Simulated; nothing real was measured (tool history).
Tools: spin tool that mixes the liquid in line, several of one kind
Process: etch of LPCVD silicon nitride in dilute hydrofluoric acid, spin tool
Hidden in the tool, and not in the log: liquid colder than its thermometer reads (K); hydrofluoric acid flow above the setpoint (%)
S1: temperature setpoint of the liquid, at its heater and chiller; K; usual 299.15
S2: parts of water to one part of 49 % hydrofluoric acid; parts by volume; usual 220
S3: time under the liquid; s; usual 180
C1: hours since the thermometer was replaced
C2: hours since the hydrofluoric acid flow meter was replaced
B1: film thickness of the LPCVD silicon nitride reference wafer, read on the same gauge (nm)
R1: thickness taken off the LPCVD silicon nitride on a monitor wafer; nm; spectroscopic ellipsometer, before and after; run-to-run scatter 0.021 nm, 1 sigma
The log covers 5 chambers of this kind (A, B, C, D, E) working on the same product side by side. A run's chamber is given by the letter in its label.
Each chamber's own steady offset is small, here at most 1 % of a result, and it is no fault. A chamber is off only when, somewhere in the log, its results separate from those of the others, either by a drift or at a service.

run	hour	S1	S2	S3	C1	C2	B1	R1
# hour 3.5: chamber B: thermometer replaced
1D	6.6	299.15	220	180	2704.7	1264.2	39.98	0.41167
2A	10.7	299.15	220	180	203.3	864.2	39.971	0.44367
3B	17.4	299.15	220	180	13.9	576.8	40.006	0.46358
# hour 21.7: chamber E: thermometer replaced
4E	24.2	299.15	220	180	2.5	746.5	39.987	0.43456
5C	32.4	299.15	220	180	443.8	299.9	40.01	0.49904
6E	41.3	299.15	220	180	19.6	763.6	39.99	0.49207
7D	45.6	299.15	220	180	2743.7	1303.2	40.036	0.42137
8C	53.5	299.15	220	180	464.9	321	40.011	0.42966
9B	61.9	299.15	220	180	58.4	621.3	39.984	0.44717
10A	65.9	299.15	220	180	258.5	919.4	39.997	0.45779
11A	70.4	299.15	220	180	263	923.9	39.993	0.43897
12E	77.3	299.15	180	95	55.6	799.6	39.972	0.28692
13C	82.2	299.15	180	95	493.6	349.7	39.991	0.28228
14D	89.7	299.15	180	95	2787.8	1347.3	40.004	0.28866
# hour 93.5: chamber D: thermometer replaced
15B	97.6	299.15	180	95	94.1	657	40	0.31394
16B	104.7	299.15	180	95	101.2	664.1	39.988	0.28119
17C	109.4	303.65	220	95	520.8	376.9	40.002	0.31099
18A	118.6	303.65	220	95	311.2	972.1	39.975	0.31239
19D	122.7	303.65	220	95	29.3	1380.3	39.958	0.32124
20E	128	303.65	220	95	106.3	850.3	40.015	0.31764
21A	136.5	303.65	220	95	329.1	990	40.026	0.2804
# hour 140.6: chamber D: hydrofluoric acid flow meter replaced
22D	144.2	299.15	220	180	50.8	3.6	40.016	0.48254
23C	152.7	299.15	115	180	564.1	420.2	40.038	0.86806
24E	160.5	299.15	115	180	138.8	882.8	39.977	0.84798
25B	167.5	299.15	115	180	164	726.9	40.031	0.88978
26E	175.3	299.15	115	180	153.6	897.6	40	0.84348
# hour 177.3: chamber A: hydrofluoric acid flow meter replaced
27D	181.2	299.15	115	180	87.8	40.6	40.014	0.78885
28B	187.3	299.15	220	180	183.8	746.7	40.018	0.44995
29C	196.2	299.15	115	275	607.6	463.7	40.029	1.4703
30A	200.6	299.15	115	275	393.2	23.4	40.005	1.327
31B	208.1	299.15	115	275	204.6	767.5	40.011	1.2567
32A	214.3	299.15	115	275	406.9	37.1	39.998	1.4045
33E	223.1	299.15	115	275	201.4	945.4	39.977	1.2882
34C	228	299.15	220	180	639.4	495.5	39.989	0.46193
35D	234.1	299.15	220	180	140.7	93.5	40.011	0.43293
36A	238.5	299.15	220	180	431.1	61.3	40.002	0.47109
37B	242.6	299.15	220	180	239.1	802	39.976	0.50439
38D	247.8	299.15	220	180	154.4	107.2	40.05	0.47518
39C	253.7	299.15	220	180	665.1	521.2	39.976	0.42482
40E	258.7	299.15	325	90	237	981	40.004	0.16621
41B	266.4	299.15	325	90	262.9	825.8	39.98	0.16762
42A	274.9	299.15	325	90	467.5	97.7	40.01	0.14237

Each of the 5 chambers runs these same settings next. Fill in every chamber's results:
43A	281.5	299.15	220	180				?
43B	281.5	299.15	220	180				?
43C	281.5	299.15	220	180				?
43D	281.5	299.15	220	180				?
43E	281.5	299.15	220	180				?

run	R1
43A	0.47032
43B	0.44703
43C	0.47672
43D	0.42074
43E	0.47603
